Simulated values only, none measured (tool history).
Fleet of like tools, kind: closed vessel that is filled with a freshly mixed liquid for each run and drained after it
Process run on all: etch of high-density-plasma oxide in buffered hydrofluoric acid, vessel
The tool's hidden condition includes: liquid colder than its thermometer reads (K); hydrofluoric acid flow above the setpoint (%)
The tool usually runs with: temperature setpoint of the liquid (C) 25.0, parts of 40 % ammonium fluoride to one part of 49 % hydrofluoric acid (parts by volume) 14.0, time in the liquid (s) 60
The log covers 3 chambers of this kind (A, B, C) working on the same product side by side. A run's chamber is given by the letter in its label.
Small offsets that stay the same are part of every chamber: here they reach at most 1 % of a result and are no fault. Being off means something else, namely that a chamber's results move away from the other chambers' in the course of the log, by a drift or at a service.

| run | hour | temperature setpoint of the liquid (C) | parts of 40 % ammonium fluoride to one part of 49 % hydrofluoric acid (parts by volume) | time in the liquid (s) | hours since the thermometer was replaced | hours since the hydrofluoric acid flow meter was replaced | read-back film thickness of the high-density-plasma oxide reference wafer, read on the same gauge (nm) | thickness taken off the high-density-plasma oxide on a monitor wafer (angstrom) |
|---|---|---|---|---|---|---|---|---|
| 1C | 5.9 | 25.0 | 14.0 | 60 | 1236.4 | 79.0 | 50.006 | 568.55 |
| 2A | 11.4 | 25.0 | 14.0 | 60 | 485.7 | 353.5 | 50.000 | 570.21 |
| 3B | 17.5 | 25.0 | 14.0 | 60 | 320.8 | 2156.0 | 50.016 | 573.97 |
| 4C | 20.3 | 25.0 | 14.0 | 60 | 1250.8 | 93.4 | 50.010 | 575.22 |
| 5B | 26.8 | 29.5 | 18.5 | 60 | 330.1 | 2165.3 | 49.998 | 558.13 |
| 6A | 30.0 | 29.5 | 18.5 | 60 | 504.3 | 372.1 | 49.991 | 553.93 |
| 7C | 32.9 | 29.5 | 18.5 | 60 | 1263.4 | 106.0 | 49.995 | 545.45 |
| 8B | 39.1 | 25.0 | 14.0 | 60 | 342.4 | 2177.6 | 50.018 | 579.54 |
| 9A | 42.0 | 25.0 | 15.5 | 60 | 516.3 | 384.1 | 50.017 | 515.83 |
| 10C | 45.5 | 25.0 | 15.5 | 60 | 1276.0 | 118.6 | 49.990 | 514.86 |
| 11A | 49.5 | 25.0 | 15.5 | 60 | 523.8 | 391.6 | 50.023 | 516.16 |
| 12B | 52.7 | 25.0 | 14.0 | 60 | 356.0 | 2191.2 | 49.991 | 572.99 |
| 13C | 56.2 | 25.0 | 14.0 | 60 | 1286.7 | 129.3 | 50.006 | 558.88 |
| 14A | 60.3 | 25.0 | 14.0 | 60 | 534.6 | 402.4 | 50.014 | 568.17 |
| 15B | 66.3 | 27.5 | 14.0 | 60 | 369.6 | 2204.8 | 49.987 | 658.22 |
| 16A | 70.9 | 27.5 | 14.0 | 60 | 545.2 | 413.0 | 49.980 | 661.80 |
| 17B | 75.0 | 27.5 | 14.0 | 60 | 378.3 | 2213.5 | 49.992 | 665.71 |
| 18C | 79.3 | 21.0 | 18.5 | 60 | 1309.8 | 152.4 | 50.003 | 337.41 |
| 19B | 83.7 | 21.0 | 18.5 | 60 | 387.0 | 2222.2 | 49.973 | 353.20 |
| 20A | 88.6 | 21.0 | 18.5 | 60 | 562.9 | 430.7 | 49.993 | 349.70 |
| 21C | 93.3 | 25.0 | 14.0 | 60 | 1323.8 | 166.4 | 50.009 | 544.51 |
|  | 94.7 | chamber B: hydrofluoric acid flow meter replaced |
| 22A | 97.4 | 25.0 | 14.0 | 60 | 571.7 | 439.5 | 50.019 | 571.20 |
| 23B | 101.1 | 25.0 | 14.0 | 60 | 404.4 | 6.5 | 49.986 | 574.97 |
| 24C | 104.4 | 25.0 | 14.0 | 60 | 1334.9 | 177.5 | 49.984 | 530.21 |
| 25C | 108.4 | 25.0 | 14.0 | 60 | 1338.9 | 181.5 | 50.024 | 529.79 |
| 26B | 111.5 | 25.0 | 14.0 | 60 | 414.8 | 16.9 | 49.990 | 572.38 |
| 27A | 115.0 | 25.0 | 14.0 | 60 | 589.3 | 457.1 | 50.003 | 574.89 |
| 28A | 118.4 | 25.0 | 14.0 | 60 | 592.7 | 460.5 | 50.031 | 582.44 |
| 29B | 123.8 | 25.0 | 14.0 | 60 | 427.1 | 29.2 | 50.006 | 570.87 |
| 30C | 126.9 | 25.0 | 14.0 | 60 | 1357.4 | 200.0 | 50.011 | 515.58 |

Has any chamber moved away from the others, gradually or after a service, or does the common gauge drift, or do the chambers differ only by their own small steady offsets? State the chamber and the most likely cause if one applies.

One chamber, C, drifts off from the rest bit by bit.
Most likely cause: liquid colder than its thermometer reads (K) = 1.77.
It could be hard to tell apart here from: hydrofluoric acid flow below the setpoint (%).

Which of the 4 candidates below, each the usual settings with something changed and its results left as question marks, puts chamber C back in line with what the other chambers give on the usual settings?
In line here means within this much of the mean the other chambers give on the usual settings: thickness taken off the high-density-plasma oxide on a monitor wafer (angstrom) 18.00
| 31C-1 | 131.6 | 25.5 | 13.0 | 65 |  |  |  | ? |
| 31C-2 | 131.6 | 24.5 | 15.0 | 60 |  |  |  | ? |
| 31C-3 | 131.6 | 25.0 | 14.0 | 65 |  |  |  | ? |
| 31C-4 | 131.6 | 21.5 | 14.0 | 60 |  |  |  | ? |

The other chambers' mean on the usual settings: thickness taken off the high-density-plasma oxide on a monitor wafer (angstrom) 571.44
| run | thickness taken off the high-density-plasma oxide on a monitor wafer (angstrom) |
|---|---|
| 31C-1 | 623.08 |
| 31C-2 | 473.45 |
| 31C-3 | 563.79 |
| 31C-4 | 429.97 |
The answer is 31C-3, which returns the chamber to within the allowed miss of the others.
